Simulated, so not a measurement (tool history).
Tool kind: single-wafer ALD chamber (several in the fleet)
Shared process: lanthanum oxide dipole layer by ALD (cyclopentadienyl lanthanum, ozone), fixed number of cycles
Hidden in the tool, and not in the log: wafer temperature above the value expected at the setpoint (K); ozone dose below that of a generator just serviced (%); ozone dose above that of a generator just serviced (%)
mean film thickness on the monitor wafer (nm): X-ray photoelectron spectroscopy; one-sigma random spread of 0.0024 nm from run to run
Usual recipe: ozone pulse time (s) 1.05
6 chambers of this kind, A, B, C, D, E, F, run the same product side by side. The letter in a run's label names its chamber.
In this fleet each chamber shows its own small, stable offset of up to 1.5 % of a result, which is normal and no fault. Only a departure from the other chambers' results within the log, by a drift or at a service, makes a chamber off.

run   hour  ozone pulse time (s)  hours since the last thermocouple change  hours since the last ozone generator service  read-back reference wafer on the same gauge, thickness_nm  mean film thickness on the monitor wafer (nm)
 1A    8.6                  1.05                                      53.1                                         741.5                                                     0.4713                                         0.5002
 2E   18.4                  1.05                                     286.5                                         396.1                                                    0.47279                                        0.50721
 3F   26.6                  1.05                                     602.3                                         110.5                                                    0.47191                                        0.51453
 4C   34.8                  1.05                                     128.2                                        1084.5                                                    0.47189                                        0.50909
 5B   42.1                  1.05                                      1009                                         840.4                                                    0.47285                                        0.50734
 6D   56.8                  1.05                                    1222.3                                         230.7                                                    0.47206                                           0.51
 7C   64.3                  0.87                                     157.7                                          1114                                                    0.47192                                        0.47876
 8E   77.1                  0.87                                     345.2                                         454.8                                                    0.47184                                         0.4764
 9D     93                  0.87                                    1258.5                                         266.9                                                    0.47242                                        0.47696
      97.9  -- chamber C: ozone generator serviced
10F  100.1                  0.87                                     675.8                                           184                                                    0.47194                                        0.48206
11B  111.4                  0.87                                    1078.3                                         909.7                                                    0.47145                                        0.47673
12A  124.9                  0.87                                     169.4                                         857.8                                                     0.4723                                        0.46991
13F  137.1                  1.05                                     712.8                                           221                                                    0.47221                                        0.51302
14B  151.1                  1.05                                      1118                                         949.4                                                    0.47148                                        0.50727
15A  161.9                  1.05                                     206.4                                         894.8                                                    0.47207                                        0.49672
16E  172.3                  1.05                                     440.4                                           550                                                    0.47222                                        0.50716
17D  179.5                  0.87                                      1345                                         353.4                                                    0.47211                                        0.47757
18C    189                  0.87                                     282.4                                          91.1                                                    0.47207                                        0.47698
19E  198.1                  0.87                                     466.2                                         575.8                                                    0.47187                                        0.48004
20A  213.6                  0.87                                     258.1                                         946.5                                                    0.47188                                        0.46507
21D    228                  0.87                                    1393.5                                         401.9                                                    0.47229                                        0.47712
22F  240.8                  0.87                                     816.5                                         324.7                                                    0.47138                                        0.47868
23C  254.5                  1.05                                     347.9                                         156.6                                                    0.47205                                        0.51433
24B  265.6                  1.05                                    1232.5                                        1063.9                                                     0.4718                                        0.51119
25D  276.8                  1.05                                    1442.3                                         450.7                                                    0.47215                                        0.51359
26B  288.9                  1.05                                    1255.8                                        1087.2                                                    0.47242                                        0.50468
27F  298.8                  1.05                                     874.5                                         382.7                                                    0.47248                                        0.51542
     301.2  -- chamber E: ozone generator serviced
28A  311.1                  1.05                                     355.6                                          1044                                                    0.47207                                        0.48464
29E  326.6                  1.05                                     594.7                                          25.5                                                    0.47138                                        0.50983
30C  333.8                  1.05                                     427.2                                         235.9                                                    0.47188                                        0.51398
31B  343.1                  1.05                                      1310                                        1141.4                                                     0.4719                                        0.50772
32D  355.6                  1.05                                    1521.1                                         529.5                                                    0.47265                                        0.51369
33C  370.9                  1.05                                     464.3                                           273                                                    0.47202                                        0.51314
34F  385.4                   1.2                                     961.1                                         469.3                                                    0.47209                                        0.53489
35A  400.8                   1.2                                     445.3                                        1133.7                                                    0.47198                                        0.49882
36E  412.6                   1.2                                     680.7                                         111.5                                                    0.47225                                        0.53073

Next, every chamber runs the same settings. What will each give?
37A  424.2                  1.27                                                                                                                                                                                                 ?
37B  424.2                  1.27                                                                                                                                                                                                 ?
37C  424.2                  1.27                                                                                                                                                                                                 ?
37D  424.2                  1.27                                                                                                                                                                                                 ?
37E  424.2                  1.27                                                                                                                                                                                                 ?
37F  424.2                  1.27                                                                                                                                                                                                 ?

run  mean film thickness on the monitor wafer (nm)
37A                                        0.50487
37B                                         0.5325
37C                                        0.53637
37D                                        0.53318
37E                                        0.53166
37F                                        0.53712
